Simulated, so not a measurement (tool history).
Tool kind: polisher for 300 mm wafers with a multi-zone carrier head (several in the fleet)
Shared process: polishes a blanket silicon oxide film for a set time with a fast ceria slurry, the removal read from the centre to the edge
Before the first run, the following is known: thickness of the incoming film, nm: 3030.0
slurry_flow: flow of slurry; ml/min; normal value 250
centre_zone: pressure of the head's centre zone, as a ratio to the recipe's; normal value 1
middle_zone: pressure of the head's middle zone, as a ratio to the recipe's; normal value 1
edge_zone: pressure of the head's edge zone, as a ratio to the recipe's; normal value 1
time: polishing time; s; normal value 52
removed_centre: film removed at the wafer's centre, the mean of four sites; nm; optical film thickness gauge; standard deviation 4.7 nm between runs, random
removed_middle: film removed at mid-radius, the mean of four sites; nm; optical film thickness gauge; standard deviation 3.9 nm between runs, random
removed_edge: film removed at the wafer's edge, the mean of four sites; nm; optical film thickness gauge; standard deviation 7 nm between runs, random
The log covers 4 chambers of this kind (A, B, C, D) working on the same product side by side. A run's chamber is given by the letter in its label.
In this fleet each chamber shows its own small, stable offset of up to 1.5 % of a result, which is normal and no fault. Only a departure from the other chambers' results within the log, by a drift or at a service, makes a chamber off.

At hour 3.9: chamber D: centre zone pressure recalibrated.
Run 1B, hour 6.6: usual settings. Result: removed_centre 469.74 nm, removed_middle 476.47 nm, removed_edge 479.75 nm.
Run 2D, hour 11.7: usual settings. Result: removed_centre 471.81 nm, removed_middle 477.98 nm, removed_edge 472.24 nm.
Run 3C, hour 15.6: usual settings. Result: removed_centre 476.32 nm, removed_middle 475.7 nm, removed_edge 460.85 nm.
Run 4A, hour 21.8: usual settings. Result: removed_centre 461.92 nm, removed_middle 468.27 nm, removed_edge 469.16 nm.
Run 5A, hour 27.2: usual settings. Result: removed_centre 463.93 nm, removed_middle 466.26 nm, removed_edge 472.23 nm.
Run 6B, hour 33.8: usual settings. Result: removed_centre 478.83 nm, removed_middle 474.13 nm, removed_edge 471.88 nm.
Run 7C, hour 37.2: usual settings. Result: removed_centre 472.97 nm, removed_middle 469.99 nm, removed_edge 484.17 nm.
Run 8D, hour 43.2: usual settings. Result: removed_centre 475.79 nm, removed_middle 468.92 nm, removed_edge 475.84 nm.
At hour 43.7: chamber C: worn pad replaced by a new one.
Run 9C, hour 46.5: usual settings but centre_zone 0.91. Result: removed_centre 417.84 nm, removed_middle 469.04 nm, removed_edge 463.09 nm.
Run 10A, hour 52.2: usual settings but centre_zone 0.91. Result: removed_centre 423.25 nm, removed_middle 474.49 nm, removed_edge 477.84 nm.
Run 11D, hour 58.7: usual settings but centre_zone 0.91. Result: removed_centre 426.97 nm, removed_middle 477.37 nm, removed_edge 458.74 nm.
Run 12B, hour 64.1: usual settings but centre_zone 0.91. Result: removed_centre 423.88 nm, removed_middle 467.86 nm, removed_edge 469.8 nm.
At hour 64.8: chamber C: slurry nozzle cleaned.
Run 13B, hour 67.9: usual settings. Result: removed_centre 468.22 nm, removed_middle 469.16 nm, removed_edge 467.92 nm.
Run 14C, hour 73.5: usual settings. Result: removed_centre 480.68 nm, removed_middle 464.2 nm, removed_edge 486.72 nm.
Run 15A, hour 76.6: usual settings. Result: removed_centre 470.5 nm, removed_middle 467.2 nm, removed_edge 485.9 nm.
Run 16D, hour 82.4: usual settings. Result: removed_centre 464.9 nm, removed_middle 472.96 nm, removed_edge 461.83 nm.
Run 17C, hour 87.8: usual settings but middle_zone 1.1. Result: removed_centre 477.85 nm, removed_middle 519.17 nm, removed_edge 462.12 nm.
Run 18B, hour 92.4: usual settings but middle_zone 1.1. Result: removed_centre 456.52 nm, removed_middle 497.64 nm, removed_edge 461.36 nm.
Run 19D, hour 95.4: usual settings but middle_zone 1.1. Result: removed_centre 466.76 nm, removed_middle 512.55 nm, removed_edge 466.53 nm.
Run 20A, hour 98.6: usual settings but middle_zone 1.1. Result: removed_centre 468.76 nm, removed_middle 518.23 nm, removed_edge 475.93 nm.
Run 21D, hour 104.8: usual settings. Result: removed_centre 469.15 nm, removed_middle 478.74 nm, removed_edge 471.81 nm.
At hour 107: chamber C: centre zone pressure recalibrated.
Run 22C, hour 107.9: usual settings. Result: removed_centre 470.64 nm, removed_middle 474.36 nm, removed_edge 468.07 nm.
Run 23A, hour 112.1: usual settings. Result: removed_centre 477.75 nm, removed_middle 463.93 nm, removed_edge 458.16 nm.
Run 24B, hour 115.1: usual settings but slurry_flow 170 ml/min, time 60 s. Result: removed_centre 481.54 nm, removed_middle 478.39 nm, removed_edge 475.68 nm.
Run 25B, hour 121.5: usual settings but slurry_flow 170 ml/min, time 60 s. Result: removed_centre 484.3 nm, removed_middle 487.4 nm, removed_edge 471.71 nm.
At hour 124.6: chamber D: worn pad replaced by a new one.
Run 26C, hour 125.3: usual settings but slurry_flow 170 ml/min, time 60 s. Result: removed_centre 507.98 nm, removed_middle 513.39 nm, removed_edge 511.34 nm.
Run 27D, hour 129.6: usual settings but slurry_flow 170 ml/min, time 60 s. Result: removed_centre 512.89 nm, removed_middle 520.58 nm, removed_edge 531.66 nm.
Run 28A, hour 136.1: usual settings. Result: removed_centre 465.39 nm, removed_middle 469.48 nm, removed_edge 463.59 nm.
Run 29C, hour 139.4: usual settings. Result: removed_centre 472.48 nm, removed_middle 475.03 nm, removed_edge 482.56 nm.
Run 30B, hour 146: usual settings. Result: removed_centre 427.59 nm, removed_middle 424.91 nm, removed_edge 429.2 nm.
Run 31A, hour 152.1: usual settings. Result: removed_centre 479.51 nm, removed_middle 469 nm, removed_edge 461.57 nm.
Run 32D, hour 155.5: usual settings but time 35 s. Result: removed_centre 315.7 nm, removed_middle 312 nm, removed_edge 325.83 nm.
Run 33D, hour 158.4: usual settings but time 35 s. Result: removed_centre 317.23 nm, removed_middle 316.78 nm, removed_edge 308.45 nm.

The same settings go to every chamber for the next run, one line per chamber below. Forecast the results for each:
Run 34A, hour 163.3: usual settings but centre_zone 1.04. Result: removed_centre ?, removed_middle ?, removed_edge ?.
Run 34B, hour 163.3: usual settings but centre_zone 1.04. Result: removed_centre ?, removed_middle ?, removed_edge ?.
Run 34C, hour 163.3: usual settings but centre_zone 1.04. Result: removed_centre ?, removed_middle ?, removed_edge ?.
Run 34D, hour 163.3: usual settings but centre_zone 1.04. Result: removed_centre ?, removed_middle ?, removed_edge ?.

run  removed_centre  removed_middle  removed_edge
34A          489.69          463.31         466.9
34B          440.57          414.69        408.83
34C          499.69          463.88        477.17
34D          489.28          473.12        478.65
